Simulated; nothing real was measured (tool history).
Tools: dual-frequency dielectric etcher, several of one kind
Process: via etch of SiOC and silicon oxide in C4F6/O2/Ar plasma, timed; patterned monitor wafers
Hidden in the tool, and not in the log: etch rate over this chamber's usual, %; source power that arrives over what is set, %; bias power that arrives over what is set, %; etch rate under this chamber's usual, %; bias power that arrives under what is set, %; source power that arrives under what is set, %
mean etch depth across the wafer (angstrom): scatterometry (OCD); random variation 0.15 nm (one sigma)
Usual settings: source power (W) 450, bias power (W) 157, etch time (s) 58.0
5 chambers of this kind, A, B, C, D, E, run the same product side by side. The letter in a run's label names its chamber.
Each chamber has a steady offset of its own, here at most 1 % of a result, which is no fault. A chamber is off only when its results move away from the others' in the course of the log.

| run | day | source power (W) | bias power (W) | etch time (s) | hours since the last wet clean | hours since the last source power generator calibration | hours since the last bias power generator calibration | read-back reference wafer on the same gauge, depth_nm | mean etch depth across the wafer (angstrom) |
|---|---|---|---|---|---|---|---|---|---|
| 1E | 0.342 | 450 | 157 | 58.0 | 120.4 | 1059.4 | 1447.7 | 59.677 | 657.27 |
| 2D | 0.683 | 450 | 157 | 58.0 | 409.4 | 2831.6 | 372.0 | 59.705 | 663.84 |
| 3B | 0.842 | 450 | 157 | 58.0 | 184.6 | 1040.6 | 2557.9 | 59.677 | 655.83 |
| 4C | 1.146 | 450 | 157 | 58.0 | 69.4 | 1794.9 | 572.6 | 59.735 | 660.73 |
| 5A | 1.312 | 450 | 157 | 58.0 | 498.7 | 441.2 | 911.5 | 59.718 | 655.50 |
|  | 1.475 | chamber D: wet clean of the chamber |
| 6C | 1.588 | 450 | 157 | 58.0 | 80.0 | 1805.5 | 583.2 | 59.682 | 661.34 |
| 7D | 1.958 | 360 | 157 | 58.0 | 11.7 | 2862.2 | 402.6 | 59.677 | 606.41 |
| 8E | 2.129 | 360 | 157 | 58.0 | 163.3 | 1102.3 | 1490.6 | 59.693 | 603.49 |
| 9B | 2.450 | 360 | 157 | 58.0 | 223.2 | 1079.2 | 2596.5 | 59.675 | 603.54 |
| 10A | 2.783 | 360 | 157 | 58.0 | 534.0 | 476.5 | 946.8 | 59.669 | 600.34 |
| 11C | 2.988 | 360 | 157 | 58.0 | 113.6 | 1839.1 | 616.8 | 59.703 | 603.42 |
| 12B | 3.208 | 450 | 157 | 58.0 | 241.4 | 1097.4 | 2614.7 | 59.725 | 654.76 |
| 13E | 3.412 | 490 | 183 | 58.0 | 194.1 | 1133.1 | 1521.4 | 59.704 | 716.10 |
| 14D | 3.596 | 490 | 183 | 58.0 | 51.0 | 2901.5 | 441.9 | 59.737 | 716.91 |
| 15A | 3.796 | 490 | 183 | 58.0 | 558.3 | 500.8 | 971.1 | 59.699 | 709.96 |
| 16E | 4.129 | 490 | 183 | 58.0 | 211.3 | 1150.3 | 1538.6 | 59.688 | 715.65 |
| 17C | 4.333 | 490 | 183 | 58.0 | 145.9 | 1871.4 | 649.1 | 59.712 | 712.14 |
| 18D | 4.500 | 450 | 157 | 58.0 | 72.7 | 2923.2 | 463.6 | 59.678 | 663.97 |
| 19A | 4.817 | 450 | 157 | 58.0 | 582.8 | 525.3 | 995.6 | 59.694 | 655.70 |
| 20B | 5.100 | 450 | 157 | 58.0 | 286.8 | 1142.8 | 2660.1 | 59.679 | 651.64 |
| 21D | 5.333 | 450 | 157 | 58.0 | 92.7 | 2943.2 | 483.6 | 59.694 | 664.42 |
| 22B | 5.512 | 450 | 157 | 58.0 | 296.7 | 1152.7 | 2670.0 | 59.679 | 650.77 |
| 23E | 5.704 | 450 | 157 | 58.0 | 249.1 | 1188.1 | 1576.4 | 59.711 | 659.32 |
| 24A | 6.008 | 450 | 157 | 58.0 | 611.4 | 553.9 | 1024.2 | 59.708 | 657.57 |
| 25C | 6.375 | 450 | 190 | 64.5 | 194.9 | 1920.4 | 698.1 | 59.703 | 782.45 |
| 26D | 6.667 | 450 | 190 | 64.5 | 124.7 | 2975.2 | 515.6 | 59.702 | 781.38 |
| 27B | 6.917 | 450 | 190 | 64.5 | 330.4 | 1186.4 | 2703.7 | 59.681 | 765.64 |
| 28A | 7.221 | 450 | 190 | 64.5 | 640.5 | 583.0 | 1053.3 | 59.710 | 772.04 |
| 29C | 7.500 | 450 | 190 | 64.5 | 221.9 | 1947.4 | 725.1 | 59.713 | 776.49 |
| 30E | 7.804 | 450 | 157 | 58.0 | 299.5 | 1238.5 | 1626.8 | 59.701 | 659.33 |
|  | 7.858 | chamber A: wet clean of the chamber |
| 31B | 8.050 | 450 | 157 | 58.0 | 357.6 | 1213.6 | 2730.9 | 59.699 | 646.55 |
| 32A | 8.404 | 450 | 157 | 58.0 | 13.1 | 611.4 | 1081.7 | 59.707 | 654.77 |
| 33E | 8.762 | 450 | 157 | 58.0 | 322.5 | 1261.5 | 1649.8 | 59.715 | 661.08 |
| 34D | 9.042 | 450 | 157 | 58.0 | 181.7 | 3032.2 | 572.6 | 59.728 | 663.20 |
| 35C | 9.379 | 450 | 157 | 58.0 | 267.0 | 1992.5 | 770.2 | 59.687 | 660.82 |
| 36D | 9.588 | 510 | 157 | 70.5 | 194.8 | 3045.3 | 585.7 | 59.675 | 844.61 |
| 37A | 9.796 | 510 | 157 | 70.5 | 46.5 | 644.8 | 1115.1 | 59.692 | 837.69 |
| 38E | 10.033 | 510 | 157 | 70.5 | 353.0 | 1292.0 | 1680.3 | 59.722 | 840.95 |
| 39C | 10.321 | 510 | 157 | 70.5 | 289.6 | 2015.1 | 792.8 | 59.693 | 843.58 |
| 40B | 10.683 | 510 | 157 | 70.5 | 420.8 | 1276.8 | 2794.1 | 59.709 | 815.74 |
| 41A | 10.938 | 450 | 157 | 72.5 | 73.9 | 672.2 | 1142.5 | 59.669 | 822.58 |
| 42D | 11.138 | 450 | 157 | 72.5 | 232.0 | 3082.5 | 622.9 | 59.697 | 830.22 |
| 43B | 11.421 | 450 | 157 | 72.5 | 438.5 | 1294.5 | 2811.8 | 59.702 | 797.69 |

All 5 chambers run these settings next. Forecast each chamber's results:
| 44A | 11.683 | 450 | 157 | 58.0 |  |  |  |  | ? |
| 44B | 11.683 | 450 | 157 | 58.0 |  |  |  |  | ? |
| 44C | 11.683 | 450 | 157 | 58.0 |  |  |  |  | ? |
| 44D | 11.683 | 450 | 157 | 58.0 |  |  |  |  | ? |
| 44E | 11.683 | 450 | 157 | 58.0 |  |  |  |  | ? |

| run | mean etch depth across the wafer (angstrom) |
|---|---|
| 44A | 657.78 |
| 44B | 637.16 |
| 44C | 656.60 |
| 44D | 662.11 |
| 44E | 656.32 |

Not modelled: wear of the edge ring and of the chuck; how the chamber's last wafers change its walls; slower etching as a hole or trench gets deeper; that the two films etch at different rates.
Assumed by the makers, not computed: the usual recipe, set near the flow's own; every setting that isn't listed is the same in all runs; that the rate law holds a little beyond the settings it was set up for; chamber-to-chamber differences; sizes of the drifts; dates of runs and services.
